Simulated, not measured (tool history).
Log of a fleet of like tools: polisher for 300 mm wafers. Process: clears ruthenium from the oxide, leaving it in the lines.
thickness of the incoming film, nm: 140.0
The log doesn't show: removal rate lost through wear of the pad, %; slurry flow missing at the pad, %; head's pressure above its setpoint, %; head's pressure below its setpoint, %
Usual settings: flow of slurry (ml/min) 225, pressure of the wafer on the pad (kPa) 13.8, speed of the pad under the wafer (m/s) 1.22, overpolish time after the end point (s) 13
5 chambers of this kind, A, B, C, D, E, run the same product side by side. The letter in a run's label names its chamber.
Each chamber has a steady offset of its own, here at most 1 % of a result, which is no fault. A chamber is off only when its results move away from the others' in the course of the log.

run	day	flow of slurry (ml/min)	pressure of the wafer on the pad (kPa)	speed of the pad under the wafer (m/s)	overpolish time after the end point (s)	wafers polished on this pad	hours since the slurry nozzle was cleaned	hours since the head pressure was calibrated	time until the end point was called (s)
1B	0.438	225	13.8	1.22	13	1095	463.1	897.8	115.9
# day 0.45: chamber D: worn pad replaced by a new one
2E	0.888	225	13.8	1.22	13	563	325.7	246	114.82
# day 0.967: chamber B: worn pad replaced by a new one
# day 1.104: chamber E: worn pad replaced by a new one
3A	1.208	225	13.8	1.22	13	958	248.8	1058.8	116.12
# day 1.404: chamber A: slurry nozzle cleaned
4C	1.75	225	13.8	1.22	13	788	235.2	122	112.75
5D	2.254	225	13.8	1.22	13	335	276.2	159.9	112.65
# day 2.35: chamber A: worn pad replaced by a new one
6B	2.575	225	12.4	1.22	13	299	514.4	949.1	131.28
7C	3.062	225	12.4	1.22	13	1031	266.7	153.5	124.23
# day 3.175: chamber C: worn pad replaced by a new one
8D	3.417	225	12.4	1.22	13	551	304.1	187.8	124.78
9E	3.688	225	12.4	1.22	13	479	392.9	313.2	125.18
10A	4.167	225	12.4	1.22	13	337	66.3	1129.8	127.5
11D	4.638	225	13.8	1.22	13	777	333.4	217.1	111.61
# day 4.804: chamber E: worn pad replaced by a new one
12A	4.933	225	13.8	1.22	13	479	84.7	1148.2	113.7
13E	5.433	225	13.8	1.22	21	117	434.8	355.1	113.54
14B	5.712	225	13.8	1.22	21	881	589.7	1024.4	116.5
# day 5.875: chamber D: worn pad replaced by a new one
15C	6.108	225	13.8	1.22	21	544	339.8	226.6	110.99
16B	6.562	225	13.8	1.22	21	1039	610.1	1044.8	119.25
17A	6.833	225	13.8	1.22	21	832	130.3	1193.8	112.91
# day 7.096: chamber B: worn pad replaced by a new one
# day 7.317: chamber B: head pressure recalibrated
18E	7.379	225	13.8	1.22	13	478	481.5	401.8	116.43
19D	7.629	225	13.8	1.22	13	325	405.2	288.9	114.41
20C	8.117	225	10.3	1.22	13	917	388	274.8	151.27
# day 8.175: chamber C: worn pad replaced by a new one
# day 8.262: chamber A: worn pad replaced by a new one
# day 8.404: chamber E: worn pad replaced by a new one
21E	8.675	225	10.3	1.22	13	51	512.6	432.9	152.77
# day 8.9: chamber E: head pressure recalibrated
22D	9.079	225	10.3	1.22	13	595	440	323.7	154.93
# day 9.15: chamber B: slurry nozzle cleaned
23C	9.517	225	10.3	1.22	13	249	421.6	308.4	149.65
24B	10	225	10.3	1.22	13	539	20.5	64.5	153.86
# day 10.388: chamber A: head pressure recalibrated
25A	10.488	225	13.8	1.22	13	413	218	2.4	115.56
26C	10.946	225	13.8	1.22	13	514	455.9	342.7	113.97
27B	11.292	225	13.8	1.22	13	779	51.5	95.5	116.25
# day 11.321: chamber D: worn pad replaced by a new one
# day 11.642: chamber E: worn pad replaced by a new one
28A	11.712	225	13.8	1.22	13	641	247.4	31.8	115.67
# day 11.721: chamber D: slurry nozzle cleaned
29D	12.288	225	13.8	1.22	13	179	13.6	400.7	115.06
# day 12.475: chamber A: slurry nozzle cleaned
30E	12.6	225	13.8	1.22	13	178	606.8	88.9	110.64
31B	12.879	150	9	1.22	13	1073	89.6	133.6	187.99
32D	13.179	150	9	1.22	13	345	35	422.1	187.73
# day 13.417: chamber B: worn pad replaced by a new one
33E	13.558	150	9	1.22	13	356	629.8	111.9	189.38
34C	13.833	150	9	1.22	13	1050	525.2	412	184.63
# day 14.054: chamber C: worn pad replaced by a new one
35A	14.346	150	9	1.22	13	1129	44.9	95	189.06
# day 14.383: chamber E: slurry nozzle cleaned
# day 14.608: chamber E: worn pad replaced by a new one
# day 14.746: chamber A: worn pad replaced by a new one
36B	14.762	225	13.8	1.22	13	249	134.8	178.8	115.61
37C	15.142	225	13.8	1.22	13	202	556.6	443.4	113.31
# day 15.371: chamber C: head pressure recalibrated
38A	15.475	225	13.8	1.22	13	135	72	122.1	117.6
39D	15.754	225	17.9	1.22	13	823	96.8	483.9	88.767
40E	16.133	225	17.9	1.22	13	283	42.1	173.7	88.376
41C	16.542	225	17.9	1.22	13	462	590.2	28.1	87.539

Next, every chamber runs the same settings. What will each give?
42A	16.954	225	13.8	1.58	13				?
42B	16.954	225	13.8	1.58	13				?
42C	16.954	225	13.8	1.58	13				?
42D	16.954	225	13.8	1.58	13				?
42E	16.954	225	13.8	1.58	13				?

run	time until the end point was called (s)
42A	90.952
42B	90.593
42C	88.185
42D	89.768
42E	88.666
